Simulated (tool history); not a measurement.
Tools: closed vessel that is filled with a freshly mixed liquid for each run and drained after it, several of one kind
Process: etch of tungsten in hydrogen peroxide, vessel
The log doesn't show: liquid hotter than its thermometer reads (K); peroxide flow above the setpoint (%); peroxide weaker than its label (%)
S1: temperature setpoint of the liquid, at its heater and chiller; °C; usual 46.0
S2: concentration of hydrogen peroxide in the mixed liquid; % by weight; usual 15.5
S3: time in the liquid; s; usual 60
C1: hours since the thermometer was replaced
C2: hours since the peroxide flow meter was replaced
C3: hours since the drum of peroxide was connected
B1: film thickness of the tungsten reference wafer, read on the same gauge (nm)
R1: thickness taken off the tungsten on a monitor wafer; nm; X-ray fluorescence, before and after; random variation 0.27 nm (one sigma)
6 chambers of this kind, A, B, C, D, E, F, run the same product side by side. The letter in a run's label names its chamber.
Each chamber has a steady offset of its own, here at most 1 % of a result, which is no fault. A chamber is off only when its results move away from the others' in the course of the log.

run	hour	S1	S2	S3	C1	C2	C3	B1	R1
1A	7.7	46.0	15.5	60	2428.1	596.9	302.9	79.972	40.866
2E	18.4	46.0	15.5	60	257.2	1262.8	629.8	80.000	41.593
3D	32.9	46.0	15.5	60	1088.6	426.6	285.7	80.042	42.328
4F	46.6	46.0	15.5	60	571.5	1060.6	410.2	79.989	40.723
5C	53.6	46.0	15.5	60	881.8	2041.4	505.0	79.966	41.818
6B	62.9	51.0	12.0	60	2108.8	72.0	292.3	80.014	49.299
7A	72.6	51.0	12.0	60	2493.0	661.8	367.8	79.969	49.331
# hour 77.3: chamber A: peroxide flow meter replaced
# hour 81.9: chamber D: peroxide flow meter replaced
8F	84.3	51.0	12.0	60	609.2	1098.3	447.9	80.021	49.469
9D	96.7	51.0	12.0	60	1152.4	14.9	349.5	80.000	50.456
# hour 101.5: chamber C: peroxide flow meter replaced
10C	108.0	51.0	12.0	60	936.2	6.6	559.4	79.994	50.347
11E	119.5	51.0	12.0	60	358.3	1363.9	730.9	79.994	49.614
# hour 133.3: chamber B: thermometer replaced
12B	133.3	46.0	15.5	60	0.0	142.4	362.7	80.004	41.051
13C	144.0	37.5	15.5	85	972.2	42.6	595.4	79.969	34.017
14E	157.9	37.5	15.5	85	396.7	1402.3	769.3	79.993	33.882
# hour 161.4: chamber A: thermometer replaced
15D	170.1	37.5	15.5	85	1225.8	88.3	422.9	79.987	34.153
16B	182.9	37.5	15.5	85	49.6	192.0	412.3	80.001	33.659
17F	192.1	37.5	15.5	85	717.0	1206.1	555.7	80.029	33.173
18A	204.0	37.5	15.5	85	42.6	126.8	499.2	80.020	33.686
19F	217.6	46.0	15.5	60	742.5	1231.6	581.2	79.974	41.288
20D	229.3	46.0	15.5	60	1285.0	147.5	482.1	80.009	41.966
21E	244.0	46.0	15.5	60	482.8	1488.4	855.4	79.996	41.830
# hour 255.8: chamber E: new drum of peroxide connected
22C	258.6	46.0	15.5	60	1086.8	157.2	710.0	80.037	42.092
23A	270.9	46.0	15.5	60	109.5	193.7	566.1	79.996	41.210
24B	283.9	46.0	15.5	60	150.6	293.0	513.3	80.009	41.118
25D	294.7	46.0	15.5	60	1350.4	212.9	547.5	79.957	41.768
26A	307.3	46.0	15.5	60	145.9	230.1	602.5	80.047	41.165
27C	317.2	46.0	15.5	60	1145.4	215.8	768.6	79.984	41.937
28E	327.5	46.0	12.0	60	566.3	1571.9	71.8	79.970	36.308
29B	341.9	46.0	12.0	60	208.6	351.0	571.3	79.992	36.365
30F	357.0	46.0	12.0	60	881.9	1371.0	720.6	79.984	36.388
31D	368.7	46.0	12.0	60	1424.4	286.9	621.5	80.003	36.919
32E	383.6	46.0	12.0	60	622.4	1628.0	127.9	80.027	36.128
33B	395.9	46.0	12.0	60	262.6	405.0	625.3	80.004	36.085
34C	407.8	46.0	12.0	85	1236.0	306.4	859.2	80.001	52.149
35A	414.6	46.0	12.0	85	253.2	337.4	709.8	80.010	51.470
36F	421.2	46.0	12.0	85	946.1	1435.2	784.8	80.038	51.525
37A	435.6	46.0	12.0	85	274.2	358.4	730.8	79.992	52.053
# hour 441.7: chamber B: peroxide flow meter replaced
38D	447.0	46.0	12.0	85	1502.7	365.2	699.8	80.041	52.458
39B	454.8	46.0	12.0	85	321.5	13.2	684.2	79.957	51.607
40C	461.8	46.0	15.5	60	1290.0	360.4	913.2	79.979	41.958

Is one chamber off against the others, does the gauge drift, or is nothing wrong? If a chamber is off, say which, and what the likeliest cause is.

No chamber stands off beyond its own small offset, and the gauge holds steady.
